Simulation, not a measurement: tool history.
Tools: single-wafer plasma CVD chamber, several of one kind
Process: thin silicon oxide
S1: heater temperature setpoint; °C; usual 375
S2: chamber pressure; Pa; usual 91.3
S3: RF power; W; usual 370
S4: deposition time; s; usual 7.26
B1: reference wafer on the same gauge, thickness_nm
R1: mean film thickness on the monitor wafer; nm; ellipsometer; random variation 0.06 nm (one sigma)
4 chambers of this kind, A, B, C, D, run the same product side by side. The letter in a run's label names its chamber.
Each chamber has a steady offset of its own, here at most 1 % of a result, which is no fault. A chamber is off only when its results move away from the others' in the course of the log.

| run | hour | S1 | S2 | S3 | S4 | B1 | R1 |
|---|---|---|---|---|---|---|---|
| 1A | 4.4 | 375 | 91.3 | 370 | 7.26 | 15.100 | 12.5310 |
| 2B | 6.7 | 375 | 91.3 | 370 | 7.26 | 15.087 | 12.6060 |
| 3D | 9.4 | 375 | 91.3 | 370 | 7.26 | 15.111 | 12.5970 |
| 4C | 13.8 | 375 | 91.3 | 370 | 7.26 | 15.111 | 12.7630 |
| 5C | 17.9 | 375 | 91.3 | 370 | 7.26 | 15.097 | 12.7460 |
| 6D | 21.9 | 388 | 72.3 | 370 | 7.26 | 15.093 | 9.5870 |
| 7A | 26.0 | 388 | 72.3 | 370 | 7.26 | 15.089 | 9.5914 |
| 8B | 28.7 | 388 | 72.3 | 370 | 7.26 | 15.103 | 9.8499 |
| 9A | 32.3 | 388 | 72.3 | 370 | 7.26 | 15.102 | 9.7141 |
| 10C | 36.0 | 375 | 91.3 | 370 | 7.26 | 15.095 | 12.6630 |
| 11B | 38.4 | 365 | 91.3 | 370 | 8.11 | 15.105 | 14.3060 |
| 12D | 40.9 | 365 | 91.3 | 370 | 8.11 | 15.109 | 14.2420 |
| 13B | 42.9 | 365 | 91.3 | 370 | 8.11 | 15.090 | 14.2500 |
| 14C | 47.1 | 365 | 91.3 | 370 | 8.11 | 15.097 | 14.2850 |
| 15A | 50.0 | 375 | 91.3 | 370 | 7.26 | 15.096 | 12.5680 |
| 16D | 53.3 | 375 | 91.3 | 410 | 6.20 | 15.109 | 11.1380 |
| 17B | 56.5 | 375 | 91.3 | 410 | 6.20 | 15.101 | 11.1760 |
| 18A | 60.1 | 375 | 91.3 | 410 | 6.20 | 15.095 | 11.1980 |
| 19D | 64.6 | 375 | 91.3 | 410 | 6.20 | 15.097 | 11.3420 |
| 20C | 67.0 | 375 | 109.1 | 370 | 7.26 | 15.114 | 15.1430 |
| 21C | 70.1 | 375 | 109.1 | 370 | 7.26 | 15.097 | 15.1660 |
| 22D | 72.4 | 375 | 109.1 | 370 | 7.26 | 15.100 | 15.2680 |
| 23A | 74.7 | 375 | 109.1 | 370 | 7.26 | 15.112 | 15.1270 |
| 24B | 78.5 | 375 | 91.3 | 370 | 7.26 | 15.112 | 12.7700 |
| 25A | 80.5 | 375 | 91.3 | 370 | 7.26 | 15.124 | 12.4800 |
| 26D | 84.1 | 375 | 91.3 | 370 | 7.26 | 15.086 | 12.9400 |
| 27B | 86.1 | 375 | 91.3 | 370 | 7.26 | 15.103 | 12.7040 |
| 28C | 89.0 | 375 | 91.3 | 370 | 7.26 | 15.106 | 12.7670 |
| 29A | 93.1 | 375 | 91.3 | 370 | 7.26 | 15.088 | 12.4950 |
| 30B | 97.3 | 375 | 91.3 | 370 | 7.26 | 15.093 | 12.5850 |
| 31D | 99.9 | 375 | 91.3 | 370 | 7.26 | 15.101 | 12.9640 |

Next, every chamber runs the same settings. What will each give?
| 32A | 103.1 | 375 | 91.3 | 370 | 7.26 |  | ? |
| 32B | 103.1 | 375 | 91.3 | 370 | 7.26 |  | ? |
| 32C | 103.1 | 375 | 91.3 | 370 | 7.26 |  | ? |
| 32D | 103.1 | 375 | 91.3 | 370 | 7.26 |  | ? |

| run | R1 |
|---|---|
| 32A | 12.5580 |
| 32B | 12.7070 |
| 32C | 12.7250 |
| 32D | 12.8870 |

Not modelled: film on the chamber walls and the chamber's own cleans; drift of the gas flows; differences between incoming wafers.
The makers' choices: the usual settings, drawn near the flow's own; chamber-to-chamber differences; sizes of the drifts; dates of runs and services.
